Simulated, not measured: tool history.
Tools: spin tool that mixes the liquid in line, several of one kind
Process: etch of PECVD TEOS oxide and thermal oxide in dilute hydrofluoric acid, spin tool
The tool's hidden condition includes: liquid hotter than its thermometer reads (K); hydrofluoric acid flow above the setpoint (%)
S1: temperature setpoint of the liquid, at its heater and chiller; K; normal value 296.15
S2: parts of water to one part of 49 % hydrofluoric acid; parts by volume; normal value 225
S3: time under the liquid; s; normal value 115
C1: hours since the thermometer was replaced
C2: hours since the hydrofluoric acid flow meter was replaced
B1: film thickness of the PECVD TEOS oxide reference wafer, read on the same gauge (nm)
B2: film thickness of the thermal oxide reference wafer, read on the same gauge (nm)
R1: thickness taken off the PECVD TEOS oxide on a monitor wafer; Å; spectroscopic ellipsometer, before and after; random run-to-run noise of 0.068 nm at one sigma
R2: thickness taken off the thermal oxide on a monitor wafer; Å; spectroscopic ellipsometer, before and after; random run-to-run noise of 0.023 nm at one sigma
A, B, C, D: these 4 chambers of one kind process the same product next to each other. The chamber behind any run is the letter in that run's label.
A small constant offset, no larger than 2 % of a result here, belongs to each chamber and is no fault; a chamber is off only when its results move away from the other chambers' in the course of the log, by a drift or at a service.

Run 1C, day 0.158: usual settings; C1 1633.4; C2 2106.9; B1 130.00; B2 130.01. Result: R1 73.453 Å, R2 20.810 Å.
Run 2B, day 0.275: usual settings; C1 1689.4; C2 970.5; B1 130.02; B2 130.00. Result: R1 72.792 Å, R2 20.120 Å.
Run 3D, day 0.458: usual settings; C1 845.2; C2 51.4; B1 129.99; B2 130.00. Result: R1 72.057 Å, R2 20.282 Å.
At day 0.517: chamber A: hydrofluoric acid flow meter replaced.
Run 4A, day 0.621: usual settings; C1 1077.0; C2 2.6; B1 129.98; B2 130.02. Result: R1 71.513 Å, R2 20.254 Å.
Run 5C, day 0.804: usual settings; C1 1648.9; C2 2122.4; B1 130.00; B2 129.99. Result: R1 72.323 Å, R2 20.226 Å.
Run 6D, day 0.967: usual settings; C1 857.4; C2 63.6; B1 130.02; B2 129.96. Result: R1 72.538 Å, R2 20.274 Å.
Run 7A, day 1.050: usual settings; C1 1087.3; C2 12.9; B1 130.04; B2 130.01. Result: R1 71.872 Å, R2 20.531 Å.
Run 8B, day 1.225: usual settings; C1 1712.2; C2 993.3; B1 129.98; B2 130.00. Result: R1 71.993 Å, R2 20.029 Å.
Run 9A, day 1.358: usual settings; C1 1094.7; C2 20.3; B1 130.00; B2 130.01. Result: R1 72.029 Å, R2 20.286 Å.
Run 10B, day 1.492: usual settings; C1 1718.6; C2 999.7; B1 130.01; B2 130.01. Result: R1 70.939 Å, R2 20.347 Å.
Run 11D, day 1.612: usual settings; C1 872.9; C2 79.1; B1 129.99; B2 130.00. Result: R1 72.873 Å, R2 20.354 Å.
Run 12C, day 1.708: usual settings; C1 1670.6; C2 2144.1; B1 129.97; B2 130.00. Result: R1 72.780 Å, R2 20.203 Å.
Run 13D, day 1.879: usual settings; C1 879.3; C2 85.5; B1 130.00; B2 129.97. Result: R1 72.369 Å, R2 20.363 Å.
Run 14C, day 1.979: usual settings; C1 1677.1; C2 2150.6; B1 129.99; B2 130.00. Result: R1 73.866 Å, R2 20.470 Å.
At day 2.004: chamber C: hydrofluoric acid flow meter replaced.
Run 15A, day 2.112: usual settings; C1 1112.8; C2 38.4; B1 130.01; B2 130.01. Result: R1 72.055 Å, R2 20.396 Å.
Run 16B, day 2.221: usual settings but S2 290 parts by volume; C1 1736.1; C2 1017.2; B1 129.96; B2 130.00. Result: R1 52.527 Å, R2 14.619 Å.
Run 17B, day 2.329: usual settings but S2 290 parts by volume; C1 1738.7; C2 1019.8; B1 129.97; B2 130.04. Result: R1 53.271 Å, R2 14.832 Å.
Run 18A, day 2.492: usual settings but S2 290 parts by volume; C1 1121.9; C2 47.5; B1 130.03; B2 129.98. Result: R1 51.897 Å, R2 15.111 Å.
Run 19D, day 2.642: usual settings but S2 290 parts by volume; C1 897.6; C2 103.8; B1 130.07; B2 129.99. Result: R1 52.562 Å, R2 14.849 Å.
Run 20C, day 2.733: usual settings; C1 1695.2; C2 17.5; B1 129.99; B2 130.02. Result: R1 72.057 Å, R2 20.002 Å.
Run 21D, day 2.829: usual settings; C1 902.1; C2 108.3; B1 130.03; B2 130.01. Result: R1 71.815 Å, R2 20.474 Å.
Run 22A, day 3.004: usual settings; C1 1134.2; C2 59.8; B1 130.00; B2 130.00. Result: R1 71.298 Å, R2 20.195 Å.
Run 23C, day 3.108: usual settings; C1 1704.2; C2 26.5; B1 130.00; B2 130.02. Result: R1 72.188 Å, R2 19.680 Å.
Run 24B, day 3.288: usual settings; C1 1761.7; C2 1042.8; B1 129.97; B2 129.98. Result: R1 72.690 Å, R2 20.432 Å.
Run 25B, day 3.446: usual settings; C1 1765.5; C2 1046.6; B1 130.04; B2 130.00. Result: R1 71.340 Å, R2 20.767 Å.
Run 26A, day 3.533: usual settings; C1 1146.9; C2 72.5; B1 130.00; B2 130.02. Result: R1 70.702 Å, R2 20.931 Å.
Run 27C, day 3.654: usual settings; C1 1717.3; C2 39.6; B1 130.02; B2 129.99. Result: R1 71.795 Å, R2 20.003 Å.
Run 28D, day 3.762: usual settings but S1 298.65 K; C1 924.5; C2 130.7; B1 130.01; B2 129.97. Result: R1 78.751 Å, R2 22.112 Å.
Run 29A, day 3.942: usual settings but S1 298.65 K; C1 1156.7; C2 82.3; B1 130.02; B2 130.00. Result: R1 77.953 Å, R2 22.228 Å.
Run 30D, day 4.050: usual settings but S1 298.65 K; C1 931.4; C2 137.6; B1 130.00; B2 129.97. Result: R1 79.858 Å, R2 22.293 Å.
Run 31B, day 4.212: usual settings but S1 298.65 K; C1 1783.9; C2 1065.0; B1 130.04; B2 129.97. Result: R1 78.696 Å, R2 22.356 Å.
Run 32C, day 4.392: usual settings; C1 1735.0; C2 57.3; B1 130.00; B2 130.01. Result: R1 72.960 Å, R2 20.254 Å.
Run 33C, day 4.538: usual settings; C1 1738.5; C2 60.8; B1 129.99; B2 129.99. Result: R1 73.759 Å, R2 20.198 Å.
Run 34A, day 4.679: usual settings; C1 1174.4; C2 100.0; B1 130.00; B2 130.01. Result: R1 71.884 Å, R2 20.115 Å.
Run 35D, day 4.817: usual settings; C1 949.8; C2 156.0; B1 130.01; B2 130.00. Result: R1 72.561 Å, R2 20.152 Å.
Run 36B, day 4.912: usual settings but S1 298.15 K; C1 1800.7; C2 1081.8; B1 129.97; B2 130.01. Result: R1 78.667 Å, R2 22.230 Å.

All 4 chambers run these settings next. Forecast each chamber's results:
Run 37A, day 5.046: usual settings but S3 180 s. Result: R1 ?, R2 ?.
Run 37B, day 5.046: usual settings but S3 180 s. Result: R1 ?, R2 ?.
Run 37C, day 5.046: usual settings but S3 180 s. Result: R1 ?, R2 ?.
Run 37D, day 5.046: usual settings but S3 180 s. Result: R1 ?, R2 ?.

run       R1      R2
37A  113.540  32.351
37B  114.290  31.615
37C  115.390  32.477
37D  113.760  32.077
